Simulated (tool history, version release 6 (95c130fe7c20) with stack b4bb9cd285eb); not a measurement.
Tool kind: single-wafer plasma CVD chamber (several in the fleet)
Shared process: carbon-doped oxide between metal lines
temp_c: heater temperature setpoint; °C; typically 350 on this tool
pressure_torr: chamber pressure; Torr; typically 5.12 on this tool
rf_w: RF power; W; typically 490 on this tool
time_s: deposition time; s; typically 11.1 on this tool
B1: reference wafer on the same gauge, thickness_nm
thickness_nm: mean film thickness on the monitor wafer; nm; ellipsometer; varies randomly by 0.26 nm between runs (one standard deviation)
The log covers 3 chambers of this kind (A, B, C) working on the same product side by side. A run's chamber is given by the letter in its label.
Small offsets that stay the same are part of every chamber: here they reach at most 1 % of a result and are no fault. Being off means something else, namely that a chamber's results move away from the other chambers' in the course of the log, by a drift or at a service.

Run 1A, hour 6.8: usual settings; B1 48.472. Result: thickness_nm 56.995 nm.
Run 2C, hour 20.9: usual settings; B1 48.410. Result: thickness_nm 56.728 nm.
Run 3B, hour 30.4: usual settings; B1 48.442. Result: thickness_nm 57.168 nm.
Run 4B, hour 45.0: usual settings; B1 48.421. Result: thickness_nm 56.667 nm.
Run 5A, hour 55.7: usual settings; B1 48.451. Result: thickness_nm 56.875 nm.
Run 6C, hour 65.7: usual settings; B1 48.388. Result: thickness_nm 56.320 nm.
Run 7B, hour 79.2: usual settings; B1 48.408. Result: thickness_nm 57.167 nm.
Run 8A, hour 87.7: usual settings; B1 48.385. Result: thickness_nm 56.964 nm.
Run 9C, hour 101.6: usual settings; B1 48.437. Result: thickness_nm 56.095 nm.
Run 10C, hour 115.9: usual settings; B1 48.393. Result: thickness_nm 56.592 nm.
Run 11B, hour 122.4: usual settings; B1 48.420. Result: thickness_nm 57.150 nm.
Run 12A, hour 137.0: usual settings; B1 48.373. Result: thickness_nm 56.652 nm.
Run 13B, hour 149.9: usual settings; B1 48.472. Result: thickness_nm 56.989 nm.
Run 14C, hour 157.0: usual settings; B1 48.383. Result: thickness_nm 56.741 nm.
Run 15A, hour 164.1: usual settings; B1 48.408. Result: thickness_nm 56.593 nm.
Run 16A, hour 176.7: usual settings; B1 48.436. Result: thickness_nm 56.459 nm.
Run 17C, hour 185.0: usual settings; B1 48.380. Result: thickness_nm 56.997 nm.
Run 18B, hour 194.9: usual settings; B1 48.371. Result: thickness_nm 56.991 nm.
Run 19A, hour 204.6: usual settings; B1 48.336. Result: thickness_nm 56.141 nm.
Run 20C, hour 214.1: usual settings; B1 48.415. Result: thickness_nm 56.836 nm.
Run 21B, hour 220.5: usual settings; B1 48.392. Result: thickness_nm 56.417 nm.
Run 22B, hour 228.5: usual settings; B1 48.394. Result: thickness_nm 57.383 nm.
Run 23A, hour 236.1: usual settings; B1 48.394. Result: thickness_nm 56.239 nm.
Run 24C, hour 243.8: usual settings; B1 48.422. Result: thickness_nm 56.485 nm.
Run 25A, hour 258.1: usual settings but temp_c 365 °C; B1 48.378. Result: thickness_nm 54.177 nm.

Decide between three cases: one chamber stands off from its peers, the gauge reading all wafers drifts, or nothing is wrong past each chamber's small offset. Where a chamber is off, say which and what most likely put it there.

The fleet is healthy, with each chamber sitting at its usual small offset and no drift in the gauge.

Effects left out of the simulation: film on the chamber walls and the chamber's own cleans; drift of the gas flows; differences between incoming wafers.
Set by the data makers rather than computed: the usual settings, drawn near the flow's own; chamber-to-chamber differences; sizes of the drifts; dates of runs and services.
